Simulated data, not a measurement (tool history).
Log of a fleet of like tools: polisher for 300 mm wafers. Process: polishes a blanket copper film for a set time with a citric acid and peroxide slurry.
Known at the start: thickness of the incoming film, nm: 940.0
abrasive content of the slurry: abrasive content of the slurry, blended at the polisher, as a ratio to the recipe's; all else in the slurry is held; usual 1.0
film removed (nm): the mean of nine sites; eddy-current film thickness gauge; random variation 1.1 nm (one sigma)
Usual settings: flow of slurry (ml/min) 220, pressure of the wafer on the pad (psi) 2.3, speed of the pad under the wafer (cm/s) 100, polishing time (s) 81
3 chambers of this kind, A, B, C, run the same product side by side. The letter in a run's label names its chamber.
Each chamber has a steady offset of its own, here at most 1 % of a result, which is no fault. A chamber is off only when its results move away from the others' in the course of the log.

| run | hour | flow of slurry (ml/min) | pressure of the wafer on the pad (psi) | speed of the pad under the wafer (cm/s) | abrasive content of the slurry | polishing time (s) | wafers polished on this pad | hours since the slurry nozzle was cleaned | hours since the head pressure was calibrated | hours since the slurry blender was calibrated | film removed (nm) |
|---|---|---|---|---|---|---|---|---|---|---|---|
| 1C | 8.6 | 220 | 2.3 | 100 | 1.0 | 81 | 159 | 433.4 | 998.7 | 119.2 | 151.17 |
|  | 11.2 | chamber B: head pressure recalibrated |
| 2B | 15.6 | 220 | 2.3 | 100 | 1.0 | 81 | 548 | 246.5 | 4.5 | 72.4 | 148.45 |
| 3A | 24.9 | 220 | 2.3 | 100 | 1.0 | 81 | 1362 | 340.3 | 337.3 | 25.3 | 152.37 |
| 4B | 33.0 | 220 | 2.3 | 100 | 1.0 | 81 | 673 | 263.9 | 21.9 | 89.8 | 150.54 |
|  | 33.6 | chamber C: slurry nozzle cleaned |
| 5C | 42.0 | 220 | 2.3 | 100 | 1.0 | 81 | 399 | 8.5 | 1032.1 | 152.6 | 147.56 |
| 6A | 50.5 | 220 | 2.3 | 100 | 1.0 | 81 | 1546 | 365.9 | 362.9 | 50.9 | 149.76 |
|  | 53.6 | chamber A: worn pad replaced by a new one |
|  | 53.8 | chamber B: worn pad replaced by a new one |
| 7A | 58.6 | 220 | 2.3 | 100 | 1.0 | 81 | 36 | 374.0 | 371.0 | 59.0 | 149.46 |
|  | 60.7 | chamber C: worn pad replaced by a new one |
| 8C | 69.5 | 220 | 2.3 | 100 | 1.0 | 81 | 63 | 36.0 | 1059.6 | 180.1 | 149.12 |
|  | 74.3 | chamber B: slurry blender recalibrated |
| 9B | 76.4 | 220 | 2.3 | 100 | 1.0 | 81 | 162 | 307.3 | 65.3 | 2.1 | 150.77 |
| 10C | 84.7 | 220 | 2.3 | 100 | 1.0 | 81 | 172 | 51.2 | 1074.8 | 195.3 | 149.87 |
| 11A | 90.9 | 220 | 2.3 | 100 | 1.0 | 81 | 268 | 406.3 | 403.3 | 91.3 | 153.18 |
| 12B | 97.8 | 220 | 2.3 | 100 | 1.0 | 81 | 316 | 328.7 | 86.7 | 23.5 | 150.47 |
|  | 107.0 | chamber A: slurry nozzle cleaned |
| 13C | 110.1 | 220 | 2.3 | 100 | 1.0 | 81 | 355 | 76.6 | 1100.2 | 220.7 | 149.08 |
| 14A | 119.3 | 220 | 2.3 | 100 | 1.0 | 81 | 472 | 12.3 | 431.7 | 119.7 | 151.23 |
|  | 125.6 | chamber C: head pressure recalibrated |
| 15B | 129.0 | 220 | 2.3 | 100 | 1.0 | 81 | 540 | 359.9 | 117.9 | 54.7 | 149.67 |
| 16A | 134.9 | 220 | 2.3 | 120 | 1.1 | 81 | 584 | 27.9 | 447.3 | 135.3 | 184.57 |
|  | 142.6 | chamber C: worn pad replaced by a new one |
| 17B | 146.5 | 220 | 2.3 | 120 | 1.1 | 81 | 666 | 377.4 | 135.4 | 72.2 | 182.63 |
| 18C | 157.9 | 220 | 2.3 | 120 | 1.1 | 81 | 110 | 124.4 | 32.3 | 268.5 | 179.83 |
| 19B | 168.2 | 220 | 2.3 | 100 | 1.0 | 81 | 822 | 399.1 | 157.1 | 93.9 | 148.84 |
|  | 169.2 | chamber B: worn pad replaced by a new one |
| 20A | 180.9 | 220 | 2.3 | 100 | 1.0 | 81 | 914 | 73.9 | 493.3 | 181.3 | 150.88 |
| 21C | 190.2 | 220 | 2.3 | 100 | 1.0 | 81 | 342 | 156.7 | 64.6 | 300.8 | 146.38 |
|  | 190.4 | chamber B: slurry blender recalibrated |
| 22B | 202.7 | 270 | 2.3 | 100 | 1.0 | 81 | 240 | 433.6 | 191.6 | 12.4 | 157.17 |
| 23C | 209.7 | 270 | 2.3 | 100 | 1.0 | 81 | 482 | 176.2 | 84.1 | 320.3 | 148.64 |
| 24A | 218.2 | 270 | 2.3 | 100 | 1.0 | 81 | 1182 | 111.2 | 530.6 | 218.6 | 153.71 |
| 25C | 227.9 | 220 | 2.3 | 100 | 1.0 | 81 | 613 | 194.4 | 102.3 | 338.5 | 143.60 |
|  | 233.0 | chamber C: worn pad replaced by a new one |
| 26A | 240.4 | 220 | 2.3 | 100 | 1.0 | 81 | 1342 | 133.4 | 552.8 | 240.8 | 151.98 |
|  | 246.8 | chamber A: worn pad replaced by a new one |
| 27B | 248.3 | 220 | 2.3 | 100 | 1.0 | 81 | 568 | 479.2 | 237.2 | 58.0 | 150.94 |
| 28C | 257.0 | 220 | 2.3 | 100 | 1.0 | 81 | 172 | 223.5 | 131.4 | 367.6 | 143.69 |
| 29A | 263.8 | 220 | 2.3 | 100 | 1.0 | 81 | 122 | 156.8 | 576.2 | 264.2 | 153.39 |
| 30B | 276.0 | 220 | 2.3 | 100 | 1.0 | 81 | 767 | 506.9 | 264.9 | 85.7 | 150.28 |
|  | 282.4 | chamber A: slurry blender recalibrated |
| 31C | 287.1 | 250 | 2.3 | 100 | 1.0 | 62 | 388 | 253.6 | 161.5 | 397.7 | 110.31 |
| 32B | 297.3 | 250 | 2.3 | 100 | 1.0 | 62 | 920 | 528.2 | 286.2 | 107.0 | 115.23 |
|  | 298.4 | chamber B: worn pad replaced by a new one |
|  | 309.4 | chamber B: slurry blender recalibrated |
| 33A | 309.9 | 250 | 2.3 | 100 | 1.0 | 62 | 453 | 202.9 | 622.3 | 27.6 | 118.99 |
|  | 311.9 | chamber C: worn pad replaced by a new one |
| 34A | 317.0 | 220 | 2.3 | 100 | 1.0 | 81 | 504 | 210.0 | 629.4 | 34.7 | 152.70 |
| 35B | 326.3 | 220 | 2.3 | 100 | 1.0 | 81 | 200 | 557.2 | 315.2 | 17.0 | 152.07 |
| 36C | 336.3 | 220 | 2.3 | 100 | 1.0 | 81 | 175 | 302.8 | 210.7 | 446.9 | 140.39 |

Next, every chamber runs the same settings. What will each give?
| 37A | 345.4 | 220 | 2.3 | 100 | 1.0 | 81 |  |  |  |  | ? |
| 37B | 345.4 | 220 | 2.3 | 100 | 1.0 | 81 |  |  |  |  | ? |
| 37C | 345.4 | 220 | 2.3 | 100 | 1.0 | 81 |  |  |  |  | ? |

| run | film removed (nm) |
|---|---|
| 37A | 153.49 |
| 37B | 148.88 |
| 37C | 140.11 |
